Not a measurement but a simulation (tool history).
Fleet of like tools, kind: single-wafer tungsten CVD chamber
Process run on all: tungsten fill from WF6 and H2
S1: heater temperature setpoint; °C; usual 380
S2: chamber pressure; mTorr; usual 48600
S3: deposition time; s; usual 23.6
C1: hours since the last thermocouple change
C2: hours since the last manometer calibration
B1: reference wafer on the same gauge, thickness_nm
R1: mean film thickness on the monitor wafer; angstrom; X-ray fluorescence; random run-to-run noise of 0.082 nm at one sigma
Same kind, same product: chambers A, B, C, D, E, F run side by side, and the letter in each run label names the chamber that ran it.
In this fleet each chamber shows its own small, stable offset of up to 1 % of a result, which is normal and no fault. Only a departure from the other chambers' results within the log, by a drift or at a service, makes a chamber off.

run 1A hour=7.4 | S1=380 S2=48600 S3=23.6 | C1=38 C2=1315.6 | B1=54.201 | R1=584.13
run 2D hour=16.4 | S1=380 S2=48600 S3=23.6 | C1=767.9 C2=829.9 | B1=54.182 | R1=587.47
run 3F hour=24.8 | S1=380 S2=48600 S3=23.6 | C1=1416.1 C2=792.7 | B1=54.174 | R1=578.21
run 4E hour=32 | S1=380 S2=48600 S3=23.6 | C1=1444.2 C2=977.3 | B1=54.178 | R1=578.62
run 5C hour=40.9 | S1=380 S2=48600 S3=23.6 | C1=1353.2 C2=244.4 | B1=54.171 | R1=580.92
run 6B hour=47.4 | S1=380 S2=48600 S3=23.6 | C1=748.1 C2=210.9 | B1=54.164 | R1=579.93
run 7A hour=54.5 | S1=393 S2=37800 S3=23.6 | C1=85.1 C2=1362.7 | B1=54.147 | R1=670.38
-- hour=62.2 chamber E: thermocouple changed; heater temperature recalibrated
run 8C hour=67.2 | S1=393 S2=37800 S3=23.6 | C1=1379.5 C2=270.7 | B1=54.126 | R1=664.36
run 9F hour=79.6 | S1=393 S2=37800 S3=23.6 | C1=1470.9 C2=847.5 | B1=54.138 | R1=665.59
run 10D hour=86.8 | S1=393 S2=37800 S3=23.6 | C1=838.3 C2=900.3 | B1=54.104 | R1=675.12
run 11B hour=94.3 | S1=393 S2=37800 S3=23.6 | C1=795 C2=257.8 | B1=54.111 | R1=663.34
run 12E hour=107.5 | S1=393 S2=37800 S3=23.6 | C1=45.3 C2=1052.8 | B1=54.106 | R1=665.93
run 13B hour=114.3 | S1=380 S2=48600 S3=23.6 | C1=815 C2=277.8 | B1=54.111 | R1=578.54
run 14C hour=124.9 | S1=380 S2=48600 S3=23.6 | C1=1437.2 C2=328.4 | B1=54.073 | R1=579.35
run 15D hour=133.4 | S1=380 S2=48600 S3=23.6 | C1=884.9 C2=946.9 | B1=54.088 | R1=583.29
run 16F hour=145.6 | S1=373 S2=48600 S3=27.1 | C1=1536.9 C2=913.5 | B1=54.057 | R1=573.27
run 17A hour=152.1 | S1=373 S2=48600 S3=27.1 | C1=182.7 C2=1460.3 | B1=54.081 | R1=581.33
run 18E hour=164.8 | S1=373 S2=48600 S3=27.1 | C1=102.6 C2=1110.1 | B1=54.076 | R1=571.4
run 19E hour=175.4 | S1=373 S2=48600 S3=27.1 | C1=113.2 C2=1120.7 | B1=54.033 | R1=570.84
-- hour=186.8 chamber F: thermocouple changed; heater temperature recalibrated
run 20C hour=187.5 | S1=373 S2=48600 S3=27.1 | C1=1499.8 C2=391 | B1=54.052 | R1=578.44
run 21D hour=199 | S1=373 S2=48600 S3=27.1 | C1=950.5 C2=1012.5 | B1=54.04 | R1=579.49
run 22F hour=208.8 | S1=380 S2=48600 S3=23.6 | C1=22 C2=976.7 | B1=54.022 | R1=577.65
run 23B hour=217.4 | S1=380 S2=48600 S3=23.6 | C1=918.1 C2=380.9 | B1=54 | R1=578.52
run 24A hour=228 | S1=375 S2=55500 S3=23.6 | C1=258.6 C2=1536.2 | B1=53.984 | R1=558.79
run 25D hour=239.2 | S1=375 S2=55500 S3=23.6 | C1=990.7 C2=1052.7 | B1=53.982 | R1=560.19
run 26B hour=252.4 | S1=375 S2=55500 S3=23.6 | C1=953.1 C2=415.9 | B1=53.972 | R1=553.47
run 27F hour=261.2 | S1=375 S2=55500 S3=23.6 | C1=74.4 C2=1029.1 | B1=53.963 | R1=554.3
run 28A hour=274.2 | S1=375 S2=55500 S3=23.6 | C1=304.8 C2=1582.4 | B1=53.958 | R1=558.63
run 29C hour=281.3 | S1=375 S2=55500 S3=23.6 | C1=1593.6 C2=484.8 | B1=53.952 | R1=555.82
run 30E hour=292 | S1=380 S2=48600 S3=23.6 | C1=229.8 C2=1237.3 | B1=53.938 | R1=574.98
run 31A hour=305.1 | S1=370 S2=48600 S3=23.6 | C1=335.7 C2=1613.3 | B1=53.945 | R1=474.99
run 32B hour=314.6 | S1=370 S2=48600 S3=23.6 | C1=1015.3 C2=478.1 | B1=53.927 | R1=467.82
run 33F hour=324.1 | S1=370 S2=48600 S3=23.6 | C1=137.3 C2=1092 | B1=53.902 | R1=467.86
run 34C hour=330.1 | S1=370 S2=48600 S3=23.6 | C1=1642.4 C2=533.6 | B1=53.901 | R1=472.31
run 35D hour=341.6 | S1=370 S2=48600 S3=23.6 | C1=1093.1 C2=1155.1 | B1=53.907 | R1=471.93
run 36E hour=351.9 | S1=370 S2=48600 S3=23.6 | C1=289.7 C2=1297.2 | B1=53.904 | R1=465.68

Is one chamber out of step, is the gauge drifting, or do the chambers differ by no more than their own small offsets? For an off chamber, give its letter and the likeliest cause.

Gauge drift. The chambers move together only on paper, and none stands off.
Most likely cause: gauge reads low (%) = 0.581.

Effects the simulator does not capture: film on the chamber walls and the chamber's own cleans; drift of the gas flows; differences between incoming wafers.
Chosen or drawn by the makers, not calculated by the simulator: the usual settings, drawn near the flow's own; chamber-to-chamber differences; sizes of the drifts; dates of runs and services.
